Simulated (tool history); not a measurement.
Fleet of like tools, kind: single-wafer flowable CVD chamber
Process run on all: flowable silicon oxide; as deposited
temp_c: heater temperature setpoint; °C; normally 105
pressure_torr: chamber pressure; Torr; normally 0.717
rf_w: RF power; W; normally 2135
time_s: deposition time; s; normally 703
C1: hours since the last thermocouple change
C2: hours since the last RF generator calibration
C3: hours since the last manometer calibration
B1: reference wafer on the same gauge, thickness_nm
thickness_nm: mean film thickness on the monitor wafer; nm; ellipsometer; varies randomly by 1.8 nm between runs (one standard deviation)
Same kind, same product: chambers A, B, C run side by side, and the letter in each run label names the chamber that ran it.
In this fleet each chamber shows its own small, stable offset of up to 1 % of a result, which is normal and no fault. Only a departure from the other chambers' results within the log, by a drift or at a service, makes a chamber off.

{"hour": 7.9, "done": "chamber C: capacitance manometer re-zeroed and calibrated"}
{"run": "1A", "hour": 9.9, "temp_c": 105, "pressure_torr": 0.717, "rf_w": 2135, "time_s": 703, "C1": 761.6, "C2": 845.1, "C3": 636.5, "B1": 364.94, "thickness_nm": 320.22}
{"run": "2C", "hour": 19.3, "temp_c": 105, "pressure_torr": 0.717, "rf_w": 2135, "time_s": 703, "C1": 212.2, "C2": 675, "C3": 11.4, "B1": 365.29, "thickness_nm": 318.5}
{"run": "3B", "hour": 30.9, "temp_c": 105, "pressure_torr": 0.717, "rf_w": 2135, "time_s": 703, "C1": 106.6, "C2": 516.3, "C3": 1904.4, "B1": 364.78, "thickness_nm": 320.2}
{"run": "4C", "hour": 36.4, "temp_c": 105, "pressure_torr": 0.717, "rf_w": 2135, "time_s": 703, "C1": 229.3, "C2": 692.1, "C3": 28.5, "B1": 364.86, "thickness_nm": 315.47}
{"run": "5B", "hour": 44.2, "temp_c": 105, "pressure_torr": 0.717, "rf_w": 2135, "time_s": 703, "C1": 119.9, "C2": 529.6, "C3": 1917.7, "B1": 364.58, "thickness_nm": 318.76}
{"run": "6A", "hour": 55.4, "temp_c": 105, "pressure_torr": 0.717, "rf_w": 2135, "time_s": 703, "C1": 807.1, "C2": 890.6, "C3": 682, "B1": 365.41, "thickness_nm": 318.45}
{"run": "7C", "hour": 66.0, "temp_c": 105, "pressure_torr": 0.717, "rf_w": 2135, "time_s": 703, "C1": 258.9, "C2": 721.7, "C3": 58.1, "B1": 365.67, "thickness_nm": 315.67}
{"run": "8A", "hour": 76.0, "temp_c": 105, "pressure_torr": 0.717, "rf_w": 2135, "time_s": 703, "C1": 827.7, "C2": 911.2, "C3": 702.6, "B1": 364.89, "thickness_nm": 318.88}
{"run": "9B", "hour": 82.0, "temp_c": 105, "pressure_torr": 0.717, "rf_w": 2135, "time_s": 703, "C1": 157.7, "C2": 567.4, "C3": 1955.5, "B1": 364.76, "thickness_nm": 318.95}
{"run": "10A", "hour": 89.6, "temp_c": 105, "pressure_torr": 0.774, "rf_w": 2425, "time_s": 703, "C1": 841.3, "C2": 924.8, "C3": 716.2, "B1": 364.9, "thickness_nm": 360.96}
{"run": "11C", "hour": 99.7, "temp_c": 105, "pressure_torr": 0.774, "rf_w": 2425, "time_s": 703, "C1": 292.6, "C2": 755.4, "C3": 91.8, "B1": 364.89, "thickness_nm": 354.52}
{"run": "12B", "hour": 106.9, "temp_c": 105, "pressure_torr": 0.774, "rf_w": 2425, "time_s": 703, "C1": 182.6, "C2": 592.3, "C3": 1980.4, "B1": 364.84, "thickness_nm": 363.15}
{"run": "13C", "hour": 117.6, "temp_c": 105, "pressure_torr": 0.717, "rf_w": 2135, "time_s": 703, "C1": 310.5, "C2": 773.3, "C3": 109.7, "B1": 364.58, "thickness_nm": 314.59}
{"run": "14A", "hour": 123.6, "temp_c": 105, "pressure_torr": 0.717, "rf_w": 2135, "time_s": 703, "C1": 875.3, "C2": 958.8, "C3": 750.2, "B1": 364.98, "thickness_nm": 317.19}
{"run": "15B", "hour": 133.0, "temp_c": 91, "pressure_torr": 0.59, "rf_w": 2135, "time_s": 703, "C1": 208.7, "C2": 618.4, "C3": 2006.5, "B1": 365.14, "thickness_nm": 389.15}
{"run": "16B", "hour": 142.0, "temp_c": 91, "pressure_torr": 0.59, "rf_w": 2135, "time_s": 703, "C1": 217.7, "C2": 627.4, "C3": 2015.5, "B1": 364.77, "thickness_nm": 385.73}
{"run": "17C", "hour": 147.2, "temp_c": 91, "pressure_torr": 0.59, "rf_w": 2135, "time_s": 703, "C1": 340.1, "C2": 802.9, "C3": 139.3, "B1": 365.47, "thickness_nm": 385.91}
{"run": "18A", "hour": 157.7, "temp_c": 105, "pressure_torr": 0.717, "rf_w": 2135, "time_s": 703, "C1": 909.4, "C2": 992.9, "C3": 784.3, "B1": 364.4, "thickness_nm": 317.36}
{"run": "19B", "hour": 165.8, "temp_c": 105, "pressure_torr": 0.717, "rf_w": 2135, "time_s": 703, "C1": 241.5, "C2": 651.2, "C3": 2039.3, "B1": 364.94, "thickness_nm": 316.5}
{"run": "20A", "hour": 171.0, "temp_c": 105, "pressure_torr": 0.717, "rf_w": 2135, "time_s": 703, "C1": 922.7, "C2": 1006.2, "C3": 797.6, "B1": 365.44, "thickness_nm": 319.38}
{"run": "21C", "hour": 181.2, "temp_c": 105, "pressure_torr": 0.717, "rf_w": 2135, "time_s": 703, "C1": 374.1, "C2": 836.9, "C3": 173.3, "B1": 364.86, "thickness_nm": 316.79}
{"run": "22C", "hour": 191.2, "temp_c": 105, "pressure_torr": 0.717, "rf_w": 2135, "time_s": 703, "C1": 384.1, "C2": 846.9, "C3": 183.3, "B1": 365.47, "thickness_nm": 318.3}

For the next run the whole fleet of 3 chambers uses the same settings. Give each chamber's results:
{"run": "23A", "hour": 199.8, "temp_c": 105, "pressure_torr": 0.717, "rf_w": 2135, "time_s": 661, "thickness_nm": "?"}
{"run": "23B", "hour": 199.8, "temp_c": 105, "pressure_torr": 0.717, "rf_w": 2135, "time_s": 661, "thickness_nm": "?"}
{"run": "23C", "hour": 199.8, "temp_c": 105, "pressure_torr": 0.717, "rf_w": 2135, "time_s": 661, "thickness_nm": "?"}

run=23A thickness_nm=297.71
run=23B thickness_nm=300.18
run=23C thickness_nm=296.69

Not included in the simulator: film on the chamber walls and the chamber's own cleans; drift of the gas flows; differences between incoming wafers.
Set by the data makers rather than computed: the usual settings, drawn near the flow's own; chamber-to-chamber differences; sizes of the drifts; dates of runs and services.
